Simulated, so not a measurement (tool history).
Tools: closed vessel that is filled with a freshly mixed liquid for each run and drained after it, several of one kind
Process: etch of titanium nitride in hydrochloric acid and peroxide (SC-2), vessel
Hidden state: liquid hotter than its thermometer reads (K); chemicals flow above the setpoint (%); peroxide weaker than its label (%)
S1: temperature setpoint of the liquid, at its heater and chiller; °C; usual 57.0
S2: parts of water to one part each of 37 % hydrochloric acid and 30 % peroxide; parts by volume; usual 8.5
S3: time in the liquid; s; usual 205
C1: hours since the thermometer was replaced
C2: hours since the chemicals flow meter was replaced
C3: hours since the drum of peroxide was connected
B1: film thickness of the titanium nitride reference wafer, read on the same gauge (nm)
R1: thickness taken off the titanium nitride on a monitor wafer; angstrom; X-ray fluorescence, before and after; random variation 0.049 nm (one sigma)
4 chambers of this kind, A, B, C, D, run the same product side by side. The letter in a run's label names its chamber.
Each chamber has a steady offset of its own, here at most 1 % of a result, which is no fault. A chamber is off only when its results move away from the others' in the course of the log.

run   hour    S1    S2   S3      C1      C2     C3      B1      R1
 1A   13.0  57.0   8.5  205   124.7   252.9  307.7  129.98  80.960
 2C   24.9  57.0   8.5  205  1841.8   449.2  160.0  130.00  81.452
 3B   38.7  57.0   8.5  205   580.2  1186.3  623.9  130.01  81.245
      41.0  -- chamber A: new drum of peroxide connected
 4D   52.8  57.0   8.5  205  2146.9  1692.2  140.9  129.98  82.416
      52.9  -- chamber D: thermometer replaced
 5B   63.3  57.0   8.5  205   604.8  1210.9  648.5  130.00  80.540
 6A   72.7  57.0   8.5  205   184.4   312.6   31.7  129.99  80.081
 7C   81.0  57.0   8.5  205  1897.9   505.3  216.1  129.97  82.344
 8D   89.6  57.0  12.0  205    36.7  1729.0  177.7  129.97  61.308
 9A  103.2  57.0  12.0  205   214.9   343.1   62.2  129.97  60.973
10B  109.8  57.0  12.0  205   651.3  1257.4  695.0  130.02  59.678
11C  120.2  57.0  12.0  205  1937.1   544.5  255.3  130.01  62.437
12D  133.1  57.0   8.5  205    80.2  1772.5  221.2  129.98  81.862
13D  141.3  57.0   8.5  205    88.4  1780.7  229.4  129.98  82.611
14A  149.6  57.0  12.5  205   261.3   389.5  108.6  129.99  58.205
15B  162.6  57.0  12.5  205   704.1  1310.2  747.8  130.00  58.201
16C  169.5  57.0  12.5  205  1986.4   593.8  304.6  129.98  60.710
17D  180.3  57.0  12.5  205   127.4  1819.7  268.4  130.03  60.082
     183.3  -- chamber B: new drum of peroxide connected
18A  191.8  57.0   8.5  205   303.5   431.7  150.8  130.00  81.286
19C  199.4  57.0   8.5  205  2016.3   623.7  334.5  129.99  84.113
20B  211.5  57.0   8.5  205   753.0  1359.1   28.3  129.99  80.889
21B  220.0  57.0   8.5  205   761.5  1367.6   36.8  130.01  81.293
22D  231.9  57.0   8.5  205   179.0  1871.3  320.0  130.02  82.404
23A  245.3  57.0   8.5  205   357.0   485.2  204.3  130.02  80.879
24C  252.1  53.0   6.5  205  2069.0   676.4  387.2  129.99  81.547
     261.6  -- chamber D: new drum of peroxide connected
25B  263.4  53.0   6.5  205   804.9  1411.0   80.2  129.98  77.156
26D  274.8  53.0   6.5  205   221.9  1914.2   13.2  129.98  78.044
27C  286.7  53.0   6.5  205  2103.6   711.0  421.8  130.02  82.647
28A  297.0  57.0   8.5  205   408.7   536.9  256.0  130.06  80.824
29A  310.4  57.0   8.5  205   422.1   550.3  269.4  130.02  81.517
30B  317.3  57.0   8.5  205   858.8  1464.9  134.1  129.97  81.600
31C  324.2  57.0   8.5  205  2141.1   748.5  459.3  129.99  86.719
32D  330.4  57.0   8.5  205   277.5  1969.8   68.8  129.98  82.343
33B  336.8  57.0   8.5  205   878.3  1484.4  153.6  129.99  81.410
34A  350.2  51.0  10.0  205   461.9   590.1  309.2  130.04  47.397
35C  363.1  51.0  10.0  205  2180.0   787.4  498.2  129.99  51.928
36D  371.7  51.0  10.0  205   318.8  2011.1  110.1  130.04  49.262
     380.0  -- chamber A: new drum of peroxide connected
37A  385.7  51.0  10.0  205   497.4   625.6    5.7  129.99  47.342
38C  399.5  53.5   8.5  255  2216.4   823.8  534.6  129.99  87.389
39B  411.5  53.5   8.5  255   953.0  1559.1  228.3  130.02  79.924

Next, every chamber runs the same settings. What will each give?
40A  421.6  57.0  8.5  205                   ?
40B  421.6  57.0  8.5  205                   ?
40C  421.6  57.0  8.5  205                   ?
40D  421.6  57.0  8.5  205                   ?

run      R1
40A  81.436
40B  81.633
40C  89.024
40D  82.910

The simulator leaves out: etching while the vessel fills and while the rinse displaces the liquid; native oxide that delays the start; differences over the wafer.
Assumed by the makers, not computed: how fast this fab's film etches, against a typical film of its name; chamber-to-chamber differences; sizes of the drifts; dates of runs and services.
